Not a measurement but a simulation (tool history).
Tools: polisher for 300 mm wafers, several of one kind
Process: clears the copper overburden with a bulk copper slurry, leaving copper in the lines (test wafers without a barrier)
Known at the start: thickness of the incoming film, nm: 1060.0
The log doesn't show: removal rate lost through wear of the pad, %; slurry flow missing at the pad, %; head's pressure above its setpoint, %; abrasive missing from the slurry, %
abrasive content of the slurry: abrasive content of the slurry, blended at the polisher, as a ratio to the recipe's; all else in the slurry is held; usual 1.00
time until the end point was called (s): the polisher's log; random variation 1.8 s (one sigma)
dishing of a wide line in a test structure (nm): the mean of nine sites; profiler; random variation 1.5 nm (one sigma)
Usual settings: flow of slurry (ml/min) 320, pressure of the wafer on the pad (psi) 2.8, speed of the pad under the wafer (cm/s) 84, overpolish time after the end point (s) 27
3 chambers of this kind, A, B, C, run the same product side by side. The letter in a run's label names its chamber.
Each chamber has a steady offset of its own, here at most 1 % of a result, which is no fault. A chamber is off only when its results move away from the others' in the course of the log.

run	hour	flow of slurry (ml/min)	pressure of the wafer on the pad (psi)	speed of the pad under the wafer (cm/s)	abrasive content of the slurry	overpolish time after the end point (s)	wafers polished on this pad	hours since the slurry nozzle was cleaned	hours since the head pressure was calibrated	hours since the slurry blender was calibrated	time until the end point was called (s)	dishing of a wide line in a test structure (nm)
1B	4.5	320	2.8	84	1.00	27	118	118.2	71.5	118.9	133.32	69.507
2C	11.0	320	2.8	84	1.00	27	1158	580.3	586.5	119.4	130.81	68.075
3A	15.8	320	2.8	84	1.00	27	148	173.6	301.4	80.4	128.21	68.338
4C	22.7	320	2.8	84	1.00	27	1219	592.0	598.2	131.1	134.29	69.906
5B	27.0	320	2.8	84	1.00	27	236	140.7	94.0	141.4	131.26	71.379
6A	30.6	320	2.8	84	1.00	27	226	188.4	316.2	95.2	133.43	68.069
# hour 31.5: chamber C: worn pad replaced by a new one
# hour 34.3: chamber C: slurry nozzle cleaned
7A	36.9	320	2.3	84	0.85	27	259	194.7	322.5	101.5	162.86	63.318
# hour 41.9: chamber A: slurry blender recalibrated
8C	43.4	320	2.3	84	0.85	27	62	9.1	618.9	151.8	168.40	63.468
9B	47.2	320	2.3	84	0.85	27	342	160.9	114.2	161.6	167.50	63.025
10B	52.9	320	2.8	84	1.00	27	372	166.6	119.9	167.3	133.42	67.837
11A	56.9	320	2.8	84	1.00	27	364	214.7	342.5	15.1	128.03	68.910
12C	62.9	405	2.8	84	1.00	27	164	28.6	638.4	171.3	129.81	69.860
13A	70.6	405	2.8	84	1.00	27	436	228.4	356.2	28.8	126.06	69.702
14B	76.0	405	2.8	84	1.00	27	493	189.7	143.0	190.4	132.40	68.228
15C	79.8	320	2.8	84	1.00	27	253	45.5	655.3	188.2	134.84	69.640
16C	83.5	320	2.8	84	1.00	21	272	49.2	659.0	191.9	131.73	63.887
17B	89.2	320	2.8	84	1.00	21	562	202.9	156.2	203.6	133.37	67.284
# hour 91.5: chamber B: worn pad replaced by a new one
18A	95.3	320	2.8	84	1.00	21	565	253.1	380.9	53.5	131.42	64.071
19B	99.2	320	2.8	84	1.00	27	40	212.9	166.2	213.6	131.78	70.063
20A	105.0	320	2.8	84	1.00	27	616	262.8	390.6	63.2	129.95	73.264
21C	109.7	320	2.8	84	1.00	27	410	75.4	685.2	218.1	133.05	71.304
22C	115.6	320	2.8	84	1.00	27	441	81.3	691.1	224.0	128.62	68.527
23B	122.6	320	2.8	84	1.00	27	163	236.3	189.6	237.0	136.88	70.805
24A	127.9	320	2.8	84	1.00	27	736	285.7	413.5	86.1	131.25	67.060
# hour 135.4: chamber C: slurry blender recalibrated
25B	136.2	255	2.8	100	1.00	27	234	249.9	203.2	250.6	117.64	71.193
26A	142.1	255	2.8	100	1.00	27	811	299.9	427.7	100.3	111.28	69.132
27C	145.7	255	2.8	100	1.00	27	599	111.4	721.2	10.4	107.50	71.507
28C	150.3	320	2.8	84	1.25	32	623	116.0	725.8	15.0	120.51	74.605
# hour 150.5: chamber B: slurry blender recalibrated
29A	155.4	320	2.8	84	1.25	32	881	313.2	441.0	113.6	123.53	72.521
30B	159.0	320	2.8	84	1.25	32	354	272.7	226.0	8.5	129.61	73.465
31C	164.7	320	2.8	84	1.00	27	698	130.4	740.2	29.4	126.58	73.366
32A	169.2	320	2.8	84	1.00	27	953	327.0	454.8	127.4	127.90	70.377
# hour 170.0: chamber A: slurry nozzle cleaned
# hour 174.2: chamber A: slurry blender recalibrated
33B	175.1	320	2.8	84	1.00	27	438	288.8	242.1	24.6	132.61	69.809
# hour 175.5: chamber A: worn pad replaced by a new one
34A	183.3	320	2.8	84	1.00	27	41	13.4	468.9	9.1	129.81	69.783
35B	191.4	320	2.8	84	1.00	27	524	305.1	258.4	40.9	133.41	68.916
36C	196.9	320	2.8	84	1.00	27	867	162.6	772.4	61.6	123.12	69.765
# hour 199.3: chamber B: worn pad replaced by a new one
# hour 200.6: chamber B: slurry nozzle cleaned
37A	205.0	320	2.8	84	1.00	27	155	35.1	490.6	30.8	131.36	70.646
38B	210.6	320	2.8	84	1.00	27	59	10.0	277.6	60.1	132.23	69.508
39C	215.4	320	2.8	84	1.00	27	964	181.1	790.9	80.1	116.96	69.909
40C	222.0	370	2.8	84	1.00	27	999	187.7	797.5	86.7	114.74	75.014
41B	225.8	370	2.8	84	1.00	27	139	25.2	292.8	75.3	132.32	71.819

All 3 chambers run these settings next. Forecast each chamber's results:
42A	231.7	320	2.8	84	1.00	27					?	?
42B	231.7	320	2.8	84	1.00	27					?	?
42C	231.7	320	2.8	84	1.00	27					?	?

run	time until the end point was called (s)	dishing of a wide line in a test structure (nm)
42A	132.26	70.355
42B	133.91	69.843
42C	117.64	71.634

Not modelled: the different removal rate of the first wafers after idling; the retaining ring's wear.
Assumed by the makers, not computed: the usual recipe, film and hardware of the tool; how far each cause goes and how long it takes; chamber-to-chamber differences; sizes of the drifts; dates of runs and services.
